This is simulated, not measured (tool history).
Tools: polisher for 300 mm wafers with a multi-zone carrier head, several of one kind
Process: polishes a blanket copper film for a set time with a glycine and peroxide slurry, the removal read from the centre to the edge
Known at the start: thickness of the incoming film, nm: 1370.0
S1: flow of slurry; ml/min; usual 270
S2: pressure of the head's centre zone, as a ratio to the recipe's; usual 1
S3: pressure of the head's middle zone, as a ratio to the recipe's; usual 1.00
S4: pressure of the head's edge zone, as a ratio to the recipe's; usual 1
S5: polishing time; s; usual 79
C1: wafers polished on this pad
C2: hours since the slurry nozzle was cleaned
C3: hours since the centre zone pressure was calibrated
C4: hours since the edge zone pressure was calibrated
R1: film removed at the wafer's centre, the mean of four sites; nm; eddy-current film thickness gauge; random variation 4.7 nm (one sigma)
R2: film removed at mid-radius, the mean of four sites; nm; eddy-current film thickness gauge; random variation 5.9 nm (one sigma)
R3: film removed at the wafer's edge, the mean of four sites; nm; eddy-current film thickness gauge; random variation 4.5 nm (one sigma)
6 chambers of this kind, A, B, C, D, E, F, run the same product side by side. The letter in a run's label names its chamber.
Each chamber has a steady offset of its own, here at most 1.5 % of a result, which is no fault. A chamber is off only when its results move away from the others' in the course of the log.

{"run": "1F", "hour": 10.1, "S1": 270, "S2": 1, "S3": 1.0, "S4": 1, "S5": 79, "C1": 634, "C2": 447.9, "C3": 23.8, "C4": 11.1, "R1": 407.33, "R2": 406.38, "R3": 397.11}
{"hour": 15.2, "done": "chamber E: worn pad replaced by a new one"}
{"run": "2E", "hour": 23.0, "S1": 270, "S2": 1, "S3": 1.0, "S4": 1, "S5": 79, "C1": 70, "C2": 625.9, "C3": 566.4, "C4": 387.9, "R1": 384.03, "R2": 402.83, "R3": 391.45}
{"hour": 36.3, "done": "chamber F: worn pad replaced by a new one"}
{"run": "3D", "hour": 37.7, "S1": 270, "S2": 1, "S3": 1.0, "S4": 1, "S5": 79, "C1": 961, "C2": 54.0, "C3": 433.4, "C4": 1276.0, "R1": 399.59, "R2": 395.44, "R3": 405.14}
{"hour": 47.0, "done": "chamber D: worn pad replaced by a new one"}
{"hour": 49.7, "done": "chamber A: worn pad replaced by a new one"}
{"run": "4C", "hour": 50.8, "S1": 270, "S2": 1, "S3": 1.0, "S4": 1, "S5": 79, "C1": 796, "C2": 209.9, "C3": 952.9, "C4": 387.7, "R1": 390.88, "R2": 398.21, "R3": 391.41}
{"hour": 57.9, "done": "chamber C: worn pad replaced by a new one"}
{"run": "5A", "hour": 62.4, "S1": 270, "S2": 1, "S3": 1.0, "S4": 1, "S5": 79, "C1": 114, "C2": 367.5, "C3": 304.2, "C4": 1023.1, "R1": 400.47, "R2": 392.17, "R3": 394.45}
{"hour": 66.8, "done": "chamber D: centre zone pressure recalibrated"}
{"run": "6B", "hour": 74.2, "S1": 270, "S2": 1, "S3": 1.0, "S4": 1, "S5": 79, "C1": 731, "C2": 346.5, "C3": 78.5, "C4": 114.0, "R1": 394.23, "R2": 390.5, "R3": 385.19}
{"hour": 80.4, "done": "chamber B: worn pad replaced by a new one"}
{"hour": 82.8, "done": "chamber E: slurry nozzle cleaned"}
{"run": "7F", "hour": 89.1, "S1": 270, "S2": 1, "S3": 1.0, "S4": 1, "S5": 79, "C1": 475, "C2": 526.9, "C3": 102.8, "C4": 90.1, "R1": 398.37, "R2": 405.39, "R3": 392.22}
{"run": "8B", "hour": 102.5, "S1": 270, "S2": 1, "S3": 1.0, "S4": 1, "S5": 79, "C1": 199, "C2": 374.8, "C3": 106.8, "C4": 142.3, "R1": 396.15, "R2": 391.25, "R3": 388.45}
{"run": "9D", "hour": 115.9, "S1": 330, "S2": 1, "S3": 1.0, "S4": 1, "S5": 99, "C1": 620, "C2": 132.2, "C3": 49.2, "C4": 1354.2, "R1": 507.41, "R2": 502.59, "R3": 507.31}
{"hour": 117.4, "done": "chamber E: worn pad replaced by a new one"}
{"run": "10C", "hour": 126.5, "S1": 330, "S2": 1, "S3": 1.0, "S4": 1, "S5": 99, "C1": 617, "C2": 285.6, "C3": 1028.6, "C4": 463.4, "R1": 514.5, "R2": 513.86, "R3": 510.42}
{"hour": 127.5, "done": "chamber F: worn pad replaced by a new one"}
{"hour": 132.3, "done": "chamber B: slurry nozzle cleaned"}
{"run": "11E", "hour": 137.2, "S1": 330, "S2": 1, "S3": 1.0, "S4": 1, "S5": 99, "C1": 179, "C2": 54.4, "C3": 680.6, "C4": 502.1, "R1": 500.01, "R2": 505.58, "R3": 500.94}
{"run": "12A", "hour": 148.7, "S1": 330, "S2": 1, "S3": 1.0, "S4": 1, "S5": 99, "C1": 891, "C2": 453.8, "C3": 390.5, "C4": 1109.4, "R1": 501.4, "R2": 513.65, "R3": 503.6}
{"hour": 153.0, "done": "chamber C: worn pad replaced by a new one"}
{"hour": 155.8, "done": "chamber D: worn pad replaced by a new one"}
{"run": "13B", "hour": 157.1, "S1": 330, "S2": 1, "S3": 1.0, "S4": 1, "S5": 99, "C1": 690, "C2": 24.8, "C3": 161.4, "C4": 196.9, "R1": 513.36, "R2": 502.14, "R3": 503.46}
{"hour": 167.5, "done": "chamber C: centre zone pressure recalibrated"}
{"run": "14A", "hour": 172.1, "S1": 330, "S2": 1, "S3": 1.0, "S4": 1, "S5": 99, "C1": 1102, "C2": 477.2, "C3": 413.9, "C4": 1132.8, "R1": 505.28, "R2": 506.67, "R3": 498.13}
{"hour": 176.3, "done": "chamber B: worn pad replaced by a new one"}
{"run": "15D", "hour": 182.3, "S1": 270, "S2": 1, "S3": 0.9, "S4": 1, "S5": 79, "C1": 238, "C2": 198.6, "C3": 115.6, "C4": 1420.6, "R1": 405.21, "R2": 362.04, "R3": 395.06}
{"run": "16F", "hour": 191.0, "S1": 270, "S2": 1, "S3": 0.9, "S4": 1, "S5": 79, "C1": 571, "C2": 628.8, "C3": 204.7, "C4": 192.0, "R1": 399.01, "R2": 358.46, "R3": 400.37}
{"hour": 194.4, "done": "chamber A: worn pad replaced by a new one"}
{"hour": 194.5, "done": "chamber F: slurry nozzle cleaned"}
{"hour": 197.7, "done": "chamber D: edge zone pressure recalibrated"}
{"run": "17E", "hour": 203.6, "S1": 270, "S2": 1, "S3": 0.9, "S4": 1, "S5": 79, "C1": 776, "C2": 120.8, "C3": 747.0, "C4": 568.5, "R1": 394.96, "R2": 359.49, "R3": 394.33}
{"hour": 210.0, "done": "chamber E: worn pad replaced by a new one"}
{"run": "18C", "hour": 213.5, "S1": 270, "S2": 1, "S3": 0.9, "S4": 1, "S5": 79, "C1": 544, "C2": 372.6, "C3": 46.0, "C4": 550.4, "R1": 396.95, "R2": 362.75, "R3": 405.72}
{"hour": 216.3, "done": "chamber E: edge zone pressure recalibrated"}
{"run": "19E", "hour": 228.2, "S1": 270, "S2": 1, "S3": 0.9, "S4": 1, "S5": 79, "C1": 164, "C2": 145.4, "C3": 771.6, "C4": 11.9, "R1": 395.02, "R2": 359.41, "R3": 396.46}
{"hour": 237.4, "done": "chamber F: worn pad replaced by a new one"}
{"run": "20A", "hour": 237.7, "S1": 270, "S2": 1, "S3": 0.9, "S4": 1, "S5": 79, "C1": 389, "C2": 542.8, "C3": 479.5, "C4": 1198.4, "R1": 389.8, "R2": 352.26, "R3": 386.86}
{"hour": 244.9, "done": "chamber C: worn pad replaced by a new one"}
{"run": "21D", "hour": 249.4, "S1": 270, "S2": 1, "S3": 1.0, "S4": 1, "S5": 79, "C1": 842, "C2": 265.7, "C3": 182.7, "C4": 51.7, "R1": 385.46, "R2": 401.44, "R3": 410.5}
{"hour": 254.4, "done": "chamber D: slurry nozzle cleaned"}
{"hour": 255.9, "done": "chamber B: worn pad replaced by a new one"}
{"run": "22B", "hour": 260.3, "S1": 270, "S2": 1, "S3": 1.0, "S4": 1, "S5": 79, "C1": 40, "C2": 128.0, "C3": 264.6, "C4": 300.1, "R1": 392.67, "R2": 400.75, "R3": 396.24}
{"run": "23C", "hour": 272.6, "S1": 270, "S2": 1, "S3": 1.0, "S4": 1, "S5": 53, "C1": 249, "C2": 431.7, "C3": 105.1, "C4": 609.5, "R1": 269.75, "R2": 262.7, "R3": 269.46}
{"hour": 276.7, "done": "chamber D: worn pad replaced by a new one"}
{"run": "24F", "hour": 284.9, "S1": 270, "S2": 1, "S3": 1.0, "S4": 1, "S5": 53, "C1": 427, "C2": 90.5, "C3": 298.6, "C4": 285.9, "R1": 267.91, "R2": 263.83, "R3": 258.28}
{"hour": 293.2, "done": "chamber E: centre zone pressure recalibrated"}
{"hour": 294.8, "done": "chamber B: centre zone pressure recalibrated"}
{"run": "25C", "hour": 295.2, "S1": 270, "S2": 1, "S3": 1.0, "S4": 1, "S5": 53, "C1": 453, "C2": 454.3, "C3": 127.7, "C4": 632.1, "R1": 267.15, "R2": 262.29, "R3": 269.9}
{"run": "26F", "hour": 304.2, "S1": 270, "S2": 1, "S3": 1.0, "S4": 1, "S5": 53, "C1": 601, "C2": 109.8, "C3": 317.9, "C4": 305.2, "R1": 265.91, "R2": 267.04, "R3": 265.38}
{"hour": 308.9, "done": "chamber E: worn pad replaced by a new one"}
{"run": "27E", "hour": 317.2, "S1": 270, "S2": 1, "S3": 1.0, "S4": 1, "S5": 53, "C1": 75, "C2": 234.4, "C3": 24.1, "C4": 100.9, "R1": 267.94, "R2": 268.92, "R3": 265.51}
{"hour": 323.0, "done": "chamber B: edge zone pressure recalibrated"}
{"run": "28D", "hour": 329.0, "S1": 270, "S2": 1, "S3": 1.0, "S4": 1, "S5": 53, "C1": 470, "C2": 74.7, "C3": 262.3, "C4": 131.3, "R1": 267.96, "R2": 267.26, "R3": 265.48}
{"hour": 342.6, "done": "chamber C: worn pad replaced by a new one"}
{"run": "29B", "hour": 342.7, "S1": 270, "S2": 1, "S3": 1.0, "S4": 1, "S5": 79, "C1": 782, "C2": 210.4, "C3": 47.9, "C4": 19.7, "R1": 398.69, "R2": 392.12, "R3": 395.91}
{"hour": 342.9, "done": "chamber F: worn pad replaced by a new one"}
{"hour": 344.5, "done": "chamber A: worn pad replaced by a new one"}
{"run": "30A", "hour": 353.7, "S1": 270, "S2": 1, "S3": 1.0, "S4": 1, "S5": 79, "C1": 83, "C2": 658.8, "C3": 595.5, "C4": 1314.4, "R1": 382.24, "R2": 390.41, "R3": 375.88}
{"hour": 360.1, "done": "chamber B: worn pad replaced by a new one"}
{"run": "31E", "hour": 364.9, "S1": 270, "S2": 1, "S3": 1.0, "S4": 1, "S5": 79, "C1": 504, "C2": 282.1, "C3": 71.8, "C4": 148.6, "R1": 394.85, "R2": 401.17, "R3": 402.8}
{"run": "32B", "hour": 374.2, "S1": 270, "S2": 1, "S3": 1.0, "S4": 1, "S5": 79, "C1": 127, "C2": 241.9, "C3": 79.4, "C4": 51.2, "R1": 402.75, "R2": 386.87, "R3": 399.33}
{"hour": 375.7, "done": "chamber C: slurry nozzle cleaned"}
{"run": "33F", "hour": 386.0, "S1": 270, "S2": 1, "S3": 1.0, "S4": 1, "S5": 79, "C1": 388, "C2": 191.6, "C3": 399.7, "C4": 387.0, "R1": 397.45, "R2": 395.47, "R3": 398.28}
{"run": "34D", "hour": 393.4, "S1": 270, "S2": 1, "S3": 1.0, "S4": 1, "S5": 79, "C1": 1050, "C2": 139.1, "C3": 326.7, "C4": 195.7, "R1": 393.13, "R2": 402.72, "R3": 394.79}
{"run": "35C", "hour": 401.3, "S1": 270, "S2": 1, "S3": 1.0, "S4": 1, "S5": 79, "C1": 528, "C2": 25.7, "C3": 233.8, "C4": 738.2, "R1": 404.34, "R2": 398.09, "R3": 404.55}
{"hour": 409.2, "done": "chamber E: worn pad replaced by a new one"}
{"run": "36A", "hour": 409.7, "S1": 270, "S2": 1, "S3": 1.0, "S4": 1, "S5": 79, "C1": 587, "C2": 714.8, "C3": 651.5, "C4": 1370.4, "R1": 379.01, "R2": 378.55, "R3": 381.63}
{"hour": 410.6, "done": "chamber D: worn pad replaced by a new one"}
{"run": "37E", "hour": 424.6, "S1": 270, "S2": 1, "S3": 1.08, "S4": 1, "S5": 79, "C1": 138, "C2": 341.8, "C3": 131.5, "C4": 208.3, "R1": 395.92, "R2": 436.96, "R3": 392.58}
{"hour": 429.7, "done": "chamber F: worn pad replaced by a new one"}
{"run": "38A", "hour": 434.0, "S1": 270, "S2": 1, "S3": 1.08, "S4": 1, "S5": 79, "C1": 806, "C2": 739.1, "C3": 675.8, "C4": 1394.7, "R1": 371.83, "R2": 408.43, "R3": 381.53}
{"run": "39F", "hour": 444.7, "S1": 270, "S2": 1, "S3": 1.08, "S4": 1, "S5": 79, "C1": 135, "C2": 250.3, "C3": 458.4, "C4": 445.7, "R1": 402.59, "R2": 424.27, "R3": 386.96}
{"run": "40D", "hour": 456.8, "S1": 270, "S2": 1, "S3": 1.08, "S4": 1, "S5": 79, "C1": 416, "C2": 202.5, "C3": 390.1, "C4": 259.1, "R1": 403.1, "R2": 430.81, "R3": 397.58}

Is one chamber off against the others, does the gauge drift, or is nothing wrong? If a chamber is off, say which, and what the likeliest cause is.

Chamber A drifts away from the others.
Cause: slurry flow missing at the pad, % = 39.8.

Here are 4 candidates for chamber A's next run, each the usual settings with a change, their results left as question marks. Which one brings its results back in line with what the others give on the usual settings?
In line means no further than this from the other chambers' mean on the usual settings: R1 16.00 nm; R2 21.00 nm; R3 16.00 nm
{"run": "41A-1", "hour": 467.6, "S1": 265, "S2": 0.99, "S3": 1.0, "S4": 1, "S5": 75, "R1": "?", "R2": "?", "R3": "?"}
{"run": "41A-2", "hour": 467.6, "S1": 265, "S2": 0.98, "S3": 1.01, "S4": 1, "S5": 70, "R1": "?", "R2": "?", "R3": "?"}
{"run": "41A-3", "hour": 467.6, "S1": 275, "S2": 1.01, "S3": 1.0, "S4": 1, "S5": 83, "R1": "?", "R2": "?", "R3": "?"}
{"run": "41A-4", "hour": 467.6, "S1": 275, "S2": 1.02, "S3": 0.99, "S4": 1, "S5": 88, "R1": "?", "R2": "?", "R3": "?"}

The other chambers' mean on the usual settings: R1 395.66 nm; R2 395.39 nm; R3 395.87 nm
run=41A-1 R1=348.56 R2=357.19 R3=352.92
run=41A-2 R1=321.80 R2=336.41 R3=329.35
run=41A-3 R1=397.01 R2=397.79 R3=392.39
run=41A-4 R1=425.39 R2=417.92 R3=416.09
41A-3 brings the chamber back in line.
